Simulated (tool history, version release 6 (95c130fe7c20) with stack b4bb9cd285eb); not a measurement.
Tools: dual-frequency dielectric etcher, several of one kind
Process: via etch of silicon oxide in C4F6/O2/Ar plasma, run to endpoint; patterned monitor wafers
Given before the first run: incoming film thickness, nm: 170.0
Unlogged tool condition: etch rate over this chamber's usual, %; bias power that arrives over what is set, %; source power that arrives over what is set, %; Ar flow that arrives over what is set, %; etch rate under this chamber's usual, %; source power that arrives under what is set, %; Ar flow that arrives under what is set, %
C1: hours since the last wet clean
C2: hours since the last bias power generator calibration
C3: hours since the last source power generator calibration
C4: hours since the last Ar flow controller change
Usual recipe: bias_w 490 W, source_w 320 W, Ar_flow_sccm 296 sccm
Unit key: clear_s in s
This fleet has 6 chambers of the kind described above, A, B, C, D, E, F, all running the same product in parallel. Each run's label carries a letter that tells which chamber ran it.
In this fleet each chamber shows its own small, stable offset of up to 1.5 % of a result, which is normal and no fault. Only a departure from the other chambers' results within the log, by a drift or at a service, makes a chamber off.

-- hour=9.6 chamber D: wet clean of the chamber
run 1C hour=11.9 | bias_w=490 source_w=320 Ar_flow_sccm=296 | C1=364.8 C2=982.2 C3=3490.6 C4=1068.3 | clear_s=41.156
-- hour=13.9 chamber A: wet clean of the chamber
run 2F hour=24.3 | bias_w=490 source_w=320 Ar_flow_sccm=296 | C1=367 C2=3274.3 C3=787.6 C4=1113 | clear_s=40.631
run 3E hour=38.7 | bias_w=490 source_w=320 Ar_flow_sccm=296 | C1=130.5 C2=1464.3 C3=1771.3 C4=1922.5 | clear_s=40.397
run 4B hour=48.1 | bias_w=490 source_w=320 Ar_flow_sccm=296 | C1=163.5 C2=1093.3 C3=178.9 C4=783.6 | clear_s=40.845
-- hour=50.5 chamber C: wet clean of the chamber
run 5A hour=58.7 | bias_w=490 source_w=320 Ar_flow_sccm=296 | C1=44.8 C2=3004 C3=135.5 C4=810.3 | clear_s=40.781
run 6D hour=73.7 | bias_w=490 source_w=320 Ar_flow_sccm=296 | C1=64.2 C2=1491.7 C3=2988.1 C4=2318.6 | clear_s=40.363
run 7C hour=85.9 | bias_w=490 source_w=320 Ar_flow_sccm=296 | C1=35.4 C2=1056.2 C3=3564.6 C4=1142.3 | clear_s=40.708
run 8A hour=95.2 | bias_w=490 source_w=320 Ar_flow_sccm=296 | C1=81.3 C2=3040.5 C3=172 C4=846.8 | clear_s=40.819
run 9F hour=110.7 | bias_w=490 source_w=320 Ar_flow_sccm=296 | C1=453.4 C2=3360.7 C3=874 C4=1199.4 | clear_s=40.387
run 10B hour=123.4 | bias_w=490 source_w=320 Ar_flow_sccm=296 | C1=238.8 C2=1168.6 C3=254.2 C4=858.9 | clear_s=40.609
run 11E hour=132 | bias_w=490 source_w=320 Ar_flow_sccm=296 | C1=223.8 C2=1557.6 C3=1864.6 C4=2015.8 | clear_s=41.191
run 12D hour=142 | bias_w=490 source_w=320 Ar_flow_sccm=296 | C1=132.5 C2=1560 C3=3056.4 C4=2386.9 | clear_s=40.364
run 13A hour=149.4 | bias_w=561 source_w=320 Ar_flow_sccm=296 | C1=135.5 C2=3094.7 C3=226.2 C4=901 | clear_s=38.481
run 14D hour=164.9 | bias_w=561 source_w=320 Ar_flow_sccm=296 | C1=155.4 C2=1582.9 C3=3079.3 C4=2409.8 | clear_s=38.479
run 15B hour=173.2 | bias_w=561 source_w=320 Ar_flow_sccm=296 | C1=288.6 C2=1218.4 C3=304 C4=908.7 | clear_s=38.918
run 16F hour=182 | bias_w=561 source_w=320 Ar_flow_sccm=296 | C1=524.7 C2=3432 C3=945.3 C4=1270.7 | clear_s=38.378
run 17E hour=192.1 | bias_w=561 source_w=320 Ar_flow_sccm=296 | C1=283.9 C2=1617.7 C3=1924.7 C4=2075.9 | clear_s=38.765
run 18C hour=204.7 | bias_w=561 source_w=320 Ar_flow_sccm=296 | C1=154.2 C2=1175 C3=3683.4 C4=1261.1 | clear_s=39.13
-- hour=211.1 chamber F: wet clean of the chamber
run 19A hour=219.8 | bias_w=490 source_w=320 Ar_flow_sccm=296 | C1=205.9 C2=3165.1 C3=296.6 C4=971.4 | clear_s=40.414
-- hour=221.4 chamber A: bias power generator calibrated
run 20C hour=232.5 | bias_w=490 source_w=320 Ar_flow_sccm=296 | C1=182 C2=1202.8 C3=3711.2 C4=1288.9 | clear_s=40.887
run 21B hour=244.8 | bias_w=490 source_w=320 Ar_flow_sccm=296 | C1=360.2 C2=1290 C3=375.6 C4=980.3 | clear_s=41.577
run 22D hour=251.8 | bias_w=404 source_w=320 Ar_flow_sccm=255 | C1=242.3 C2=1669.8 C3=3166.2 C4=2496.7 | clear_s=42.585
run 23E hour=266.6 | bias_w=404 source_w=320 Ar_flow_sccm=255 | C1=358.4 C2=1692.2 C3=1999.2 C4=2150.4 | clear_s=42.773
run 24F hour=274.7 | bias_w=404 source_w=320 Ar_flow_sccm=255 | C1=63.7 C2=3524.7 C3=1038 C4=1363.4 | clear_s=42.98
run 25D hour=289.1 | bias_w=404 source_w=320 Ar_flow_sccm=255 | C1=279.6 C2=1707.1 C3=3203.5 C4=2534 | clear_s=42.918
run 26B hour=301 | bias_w=404 source_w=320 Ar_flow_sccm=255 | C1=416.4 C2=1346.2 C3=431.8 C4=1036.5 | clear_s=44.07
run 27C hour=314.9 | bias_w=404 source_w=320 Ar_flow_sccm=255 | C1=264.4 C2=1285.2 C3=3793.6 C4=1371.3 | clear_s=43.211
run 28A hour=327.8 | bias_w=490 source_w=320 Ar_flow_sccm=296 | C1=313.9 C2=106.5 C3=404.6 C4=1079.4 | clear_s=40.508
run 29F hour=335.5 | bias_w=490 source_w=320 Ar_flow_sccm=296 | C1=124.5 C2=3585.5 C3=1098.8 C4=1424.2 | clear_s=40.581
run 30E hour=343.9 | bias_w=490 source_w=280 Ar_flow_sccm=363 | C1=435.7 C2=1769.5 C3=2076.5 C4=2227.7 | clear_s=43.959
run 31B hour=357.4 | bias_w=490 source_w=280 Ar_flow_sccm=363 | C1=472.8 C2=1402.6 C3=488.2 C4=1092.9 | clear_s=44.64
-- hour=361.7 chamber C: bias power generator calibrated
run 32D hour=371.9 | bias_w=490 source_w=280 Ar_flow_sccm=363 | C1=362.4 C2=1789.9 C3=3286.3 C4=2616.8 | clear_s=43.199
run 33F hour=378.9 | bias_w=490 source_w=280 Ar_flow_sccm=363 | C1=167.9 C2=3628.9 C3=1142.2 C4=1467.6 | clear_s=43.38
run 34A hour=387.9 | bias_w=490 source_w=280 Ar_flow_sccm=363 | C1=374 C2=166.6 C3=464.7 C4=1139.5 | clear_s=43.487
run 35C hour=402.4 | bias_w=490 source_w=280 Ar_flow_sccm=363 | C1=351.9 C2=40.7 C3=3881.1 C4=1458.8 | clear_s=43.434
-- hour=407.8 chamber C: source power generator calibrated
run 36E hour=412.2 | bias_w=490 source_w=320 Ar_flow_sccm=296 | C1=504 C2=1837.8 C3=2144.8 C4=2296 | clear_s=40.452
-- hour=413.4 chamber E: wet clean of the chamber
run 37E hour=424.4 | bias_w=490 source_w=320 Ar_flow_sccm=296 | C1=11.1 C2=1850 C3=2157 C4=2308.2 | clear_s=41.569
run 38C hour=435.8 | bias_w=490 source_w=320 Ar_flow_sccm=296 | C1=385.3 C2=74.1 C3=28 C4=1492.2 | clear_s=40.715
run 39F hour=451.7 | bias_w=490 source_w=320 Ar_flow_sccm=296 | C1=240.7 C2=3701.7 C3=1215 C4=1540.4 | clear_s=40.466
run 40B hour=464.8 | bias_w=527 source_w=350 Ar_flow_sccm=296 | C1=580.2 C2=1510 C3=595.6 C4=1200.3 | clear_s=40.032

Next, every chamber runs the same settings. What will each give?
run 41A hour=476.4 | bias_w=490 source_w=320 Ar_flow_sccm=296 | clear_s=?
run 41B hour=476.4 | bias_w=490 source_w=320 Ar_flow_sccm=296 | clear_s=?
run 41C hour=476.4 | bias_w=490 source_w=320 Ar_flow_sccm=296 | clear_s=?
run 41D hour=476.4 | bias_w=490 source_w=320 Ar_flow_sccm=296 | clear_s=?
run 41E hour=476.4 | bias_w=490 source_w=320 Ar_flow_sccm=296 | clear_s=?
run 41F hour=476.4 | bias_w=490 source_w=320 Ar_flow_sccm=296 | clear_s=?

run=41A clear_s=40.496
run=41B clear_s=42.607
run=41C clear_s=41.517
run=41D clear_s=40.102
run=41E clear_s=40.77
run=41F clear_s=40.149
